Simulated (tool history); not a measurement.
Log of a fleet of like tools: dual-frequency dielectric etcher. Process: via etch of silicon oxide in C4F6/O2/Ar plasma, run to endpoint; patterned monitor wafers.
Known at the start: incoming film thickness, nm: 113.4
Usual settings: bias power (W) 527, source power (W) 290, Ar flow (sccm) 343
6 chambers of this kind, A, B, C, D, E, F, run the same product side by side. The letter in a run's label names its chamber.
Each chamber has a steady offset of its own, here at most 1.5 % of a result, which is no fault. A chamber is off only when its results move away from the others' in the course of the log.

Run 1C, hour 7.2: usual settings. Result: endpoint time (s) 28.064.
Run 2D, hour 21.2: usual settings. Result: endpoint time (s) 28.373.
Run 3F, hour 29.7: usual settings. Result: endpoint time (s) 27.947.
Run 4E, hour 41.7: usual settings. Result: endpoint time (s) 27.856.
At hour 42.7: chamber D: wet clean of the chamber.
At hour 45.4: chamber F: Ar flow controller replaced.
Run 5B, hour 54.9: usual settings. Result: endpoint time (s) 28.048.
Run 6A, hour 64.0: usual settings but source power (W) 240. Result: endpoint time (s) 29.978.
Run 7E, hour 73.1: usual settings but source power (W) 240. Result: endpoint time (s) 30.282.
Run 8B, hour 83.4: usual settings but source power (W) 240. Result: endpoint time (s) 30.162.
Run 9A, hour 96.2: usual settings but source power (W) 240. Result: endpoint time (s) 29.707.
Run 10C, hour 104.7: usual settings but source power (W) 240. Result: endpoint time (s) 30.206.
Run 11D, hour 110.9: usual settings but source power (W) 240. Result: endpoint time (s) 30.374.
Run 12F, hour 119.9: usual settings. Result: endpoint time (s) 27.669.
Run 13B, hour 130.1: usual settings. Result: endpoint time (s) 28.062.
Run 14D, hour 142.1: usual settings. Result: endpoint time (s) 28.169.
Run 15C, hour 155.8: usual settings. Result: endpoint time (s) 28.129.
Run 16A, hour 167.5: usual settings. Result: endpoint time (s) 27.678.
Run 17F, hour 178.9: usual settings. Result: endpoint time (s) 28.017.
Run 18E, hour 189.5: usual settings. Result: endpoint time (s) 27.880.
Run 19F, hour 203.3: usual settings. Result: endpoint time (s) 28.042.
At hour 211.9: chamber B: wet clean of the chamber.
Run 20D, hour 212.1: usual settings. Result: endpoint time (s) 28.262.
Run 21C, hour 223.2: usual settings. Result: endpoint time (s) 27.942.
At hour 225.9: chamber C: wet clean of the chamber.
At hour 234.2: chamber E: wet clean of the chamber.
Run 22E, hour 234.6: usual settings. Result: endpoint time (s) 29.324.
Run 23B, hour 241.8: usual settings. Result: endpoint time (s) 28.058.
Run 24A, hour 248.8: usual settings. Result: endpoint time (s) 27.844.
Run 25E, hour 257.2: usual settings but bias power (W) 594, Ar flow (sccm) 425. Result: endpoint time (s) 28.654.
Run 26F, hour 265.7: usual settings but bias power (W) 594, Ar flow (sccm) 425. Result: endpoint time (s) 27.298.
Run 27A, hour 278.7: usual settings but bias power (W) 594, Ar flow (sccm) 425. Result: endpoint time (s) 27.183.
Run 28C, hour 285.2: usual settings but bias power (W) 594, Ar flow (sccm) 425. Result: endpoint time (s) 27.134.
Run 29D, hour 292.2: usual settings but bias power (W) 594, Ar flow (sccm) 425. Result: endpoint time (s) 27.841.
Run 30B, hour 299.1: usual settings but bias power (W) 594, Ar flow (sccm) 425. Result: endpoint time (s) 27.391.
At hour 304.1: chamber D: source power generator calibrated.
Run 31D, hour 311.2: usual settings. Result: endpoint time (s) 28.515.
At hour 322.0: chamber A: wet clean of the chamber.
Run 32C, hour 322.5: usual settings. Result: endpoint time (s) 28.210.
Run 33E, hour 332.2: usual settings. Result: endpoint time (s) 29.668.
Run 34F, hour 340.9: usual settings. Result: endpoint time (s) 27.823.
Run 35A, hour 351.8: usual settings. Result: endpoint time (s) 27.365.
Run 36B, hour 364.8: usual settings. Result: endpoint time (s) 28.180.

What goes on in this fleet: one chamber off, a drifting gauge, or nothing beyond the chambers' own small offsets? Name the chamber and the cause, if any.

A service left chamber E off against the others.
Cause: etch rate under this chamber's usual, % = 4.72.

Here are 4 candidates for chamber E's next run, each the usual settings with a change, their results left as question marks. Which one brings its results back in line with what the others give on the usual settings?
In line means no further than this from the other chambers' mean on the usual settings: endpoint time (s) 0.520
Run 37E-1, hour 374.9: usual settings but source power (W) 330, Ar flow (sccm) 327. Result: endpoint time (s) ?.
Run 37E-2, hour 374.9: usual settings but bias power (W) 538, source power (W) 300, Ar flow (sccm) 341. Result: endpoint time (s) ?.
Run 37E-3, hour 374.9: usual settings but bias power (W) 516, source power (W) 280, Ar flow (sccm) 345. Result: endpoint time (s) ?.
Run 37E-4, hour 374.9: usual settings but bias power (W) 465, Ar flow (sccm) 355. Result: endpoint time (s) ?.

The other chambers' mean on the usual settings: endpoint time (s) 28.032
  run  endpoint time (s)
37E-1             27.978
37E-2             28.892
37E-3             30.151
37E-4             31.046
37E-1 brings the chamber back in line.
